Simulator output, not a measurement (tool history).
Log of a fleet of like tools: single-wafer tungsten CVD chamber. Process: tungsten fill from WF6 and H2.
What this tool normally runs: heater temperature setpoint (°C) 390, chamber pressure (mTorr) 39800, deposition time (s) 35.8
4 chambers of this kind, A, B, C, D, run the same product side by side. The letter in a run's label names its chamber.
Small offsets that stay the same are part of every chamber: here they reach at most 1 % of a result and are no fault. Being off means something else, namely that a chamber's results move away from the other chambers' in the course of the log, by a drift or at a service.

run,day,heater temperature setpoint (°C),chamber pressure (mTorr),deposition time (s),"read-back reference wafer on the same gauge, thickness_nm",mean film thickness on the monitor wafer (nm)
1A,0.167,390,39800,35.8,82.686,98.295
2C,0.475,390,39800,35.8,82.74,98.536
3D,0.762,390,39800,35.8,82.651,98.054
4B,0.912,390,39800,35.8,82.719,100.08
5A,1.129,390,39800,35.8,82.669,98.198
6C,1.3,390,39800,35.8,82.756,98.925
7B,1.446,390,39800,35.8,82.833,99.04
8D,1.688,390,39800,35.8,82.78,98.42
9A,1.967,390,39800,35.8,82.546,99.674
10D,2.246,390,39800,40.6,82.7,111.68
11B,2.55,390,39800,40.6,82.707,112.57
12C,2.808,390,39800,40.6,82.784,111.32
13A,2.992,390,39800,40.6,82.717,112.37
14D,3.162,390,39800,35.8,82.741,98.909
15C,3.446,390,39800,35.8,82.72,97.921
16B,3.738,390,39800,39,82.604,108.17
17D,4.029,390,39800,39,82.595,107.43
18A,4.192,390,39800,39,82.715,107.59
# day 4.408: chamber C: thermocouple changed; heater temperature recalibrated
19B,4.408,390,39800,39,82.735,107.98
20C,4.608,390,39800,35.8,82.713,97.086
21B,4.879,390,39800,35.8,82.633,99.259
22A,5.162,398,39800,35.8,82.66,115.11
23C,5.446,398,39800,35.8,82.642,113.86
24D,5.679,398,39800,35.8,82.646,114.2
25A,5.862,398,39800,35.8,82.808,115.16
26C,6.142,390,39800,35.8,82.735,98.16
27B,6.333,390,39800,35.8,82.696,99.362
28D,6.571,390,39800,35.8,82.658,98.07
29B,6.838,390,39800,35.8,82.645,99.809
30C,7.088,390,39800,35.8,82.527,98.351
31D,7.304,390,39800,35.8,82.726,97.91
32A,7.462,390,39800,35.8,82.671,98.728
33B,7.725,390,39800,35.8,82.773,99.851
34C,7.958,390,39800,41.3,82.761,113.44
35D,8.208,390,39800,41.3,82.746,113.79
36A,8.429,390,39800,41.3,82.688,114.14
37B,8.667,390,39800,41.3,82.764,114.11
38A,8.942,390,39800,35.8,82.74,98.757

Is one chamber out of step, is the gauge drifting, or do the chambers differ by no more than their own small offsets? For an off chamber, give its letter and the likeliest cause.

The fleet is healthy, with each chamber sitting at its usual small offset and no drift in the gauge.
